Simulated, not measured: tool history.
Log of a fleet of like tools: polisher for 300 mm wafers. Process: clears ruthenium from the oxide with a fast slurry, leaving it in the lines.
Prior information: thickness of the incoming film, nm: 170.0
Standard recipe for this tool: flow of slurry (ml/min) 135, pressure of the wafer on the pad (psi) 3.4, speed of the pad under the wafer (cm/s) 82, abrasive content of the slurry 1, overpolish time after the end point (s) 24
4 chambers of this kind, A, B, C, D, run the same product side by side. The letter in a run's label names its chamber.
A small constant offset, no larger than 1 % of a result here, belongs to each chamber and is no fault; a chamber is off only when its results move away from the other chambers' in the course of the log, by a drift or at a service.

run	day	flow of slurry (ml/min)	pressure of the wafer on the pad (psi)	speed of the pad under the wafer (cm/s)	abrasive content of the slurry	overpolish time after the end point (s)	time until the end point was called (s)	dishing of a wide line in a test structure (Å)
1A	0.412	135	3.4	82	1	24	35.875	813.18
2C	0.712	135	3.4	82	1	24	35.564	802.24
3B	0.971	135	3.4	82	1	24	36.456	817.92
# day 1.062: chamber B: worn pad replaced by a new one
# day 1.196: chamber C: worn pad replaced by a new one
4D	1.467	135	3.4	82	1	24	36.402	825.98
5A	1.808	135	3.4	82	1	24	35.918	779.55
6C	2.304	135	3.4	82	1.15	32	33.929	1059.8
# day 2.392: chamber B: slurry blender recalibrated
7B	2.742	135	3.4	82	1.15	32	34.117	1056.7
8D	3.046	135	3.4	82	1.15	32	33.988	1079.6
9A	3.275	135	3.4	82	1.15	32	34.254	1021.1
# day 3.638: chamber A: worn pad replaced by a new one
# day 3.708: chamber D: worn pad replaced by a new one
10C	3.725	135	3.4	82	1	24	35.482	806.03
11B	4.017	135	3.4	82	1	24	35.865	818.94
# day 4.529: chamber C: worn pad replaced by a new one
12D	4.55	135	3.4	82	1	24	36.171	810.65
13B	4.783	135	3.4	82	1	24	36.033	799.76
# day 4.804: chamber B: worn pad replaced by a new one
14D	5.175	135	3.4	82	1	24	35.935	804.59
# day 5.183: chamber D: slurry nozzle cleaned
15A	5.496	135	3.4	82	1	24	36.09	805.51
16C	5.892	135	3.4	82	1	24	35.866	812.39
17A	6.171	135	3.4	82	1	24	36.489	832.14
18D	6.462	135	3.4	82	1	24	36.018	796.91
19B	7	135	3.4	82	1	24	35.756	792.48
# day 7.233: chamber C: slurry nozzle cleaned
# day 7.312: chamber C: worn pad replaced by a new one
20C	7.383	135	3.4	82	1	24	35.532	788.47
21A	7.625	135	3.4	82	1	24	36.793	788.31
22D	8.008	135	2.5	82	1	37	49.428	870.85
23C	8.404	135	2.5	82	1	37	49.291	889.95
24B	8.938	135	2.5	82	1	37	49.068	874.29
25B	9.275	135	2.5	82	1	37	48.971	876.94
# day 9.575: chamber B: worn pad replaced by a new one
# day 9.683: chamber C: slurry blender recalibrated
26C	9.704	135	3.4	82	1	24	35.4	807.02
27D	10.108	135	3.4	82	1	24	36.159	795.54
# day 10.371: chamber C: worn pad replaced by a new one
28A	10.542	175	3.4	82	0.8	24	38.94	755.53
29B	10.808	175	3.4	82	0.8	24	38.761	767.71
# day 10.967: chamber A: slurry blender recalibrated
# day 11.196: chamber A: worn pad replaced by a new one
30A	11.229	175	3.4	82	0.8	24	38.554	787.97
# day 11.562: chamber D: worn pad replaced by a new one
31D	11.692	175	3.4	82	0.8	24	39.054	770.67
32C	12.192	135	3.4	82	1	24	36.147	816.77
# day 12.392: chamber C: head pressure recalibrated
33B	12.475	135	3.4	82	1	24	36.085	816.89
34C	12.942	135	3.4	82	1	24	36.3	837.33
35D	13.425	135	3.4	82	1	24	35.649	819.29
36A	13.879	135	3.9	98	1	24	26.622	1028.9
37D	14.146	135	3.9	98	1	24	26.362	1049.8

Is one chamber out of step, is the gauge drifting, or do the chambers differ by no more than their own small offsets? For an off chamber, give its letter and the likeliest cause.

No chamber is off and the gauge is stable; the differences are just each chamber's small, constant offset.

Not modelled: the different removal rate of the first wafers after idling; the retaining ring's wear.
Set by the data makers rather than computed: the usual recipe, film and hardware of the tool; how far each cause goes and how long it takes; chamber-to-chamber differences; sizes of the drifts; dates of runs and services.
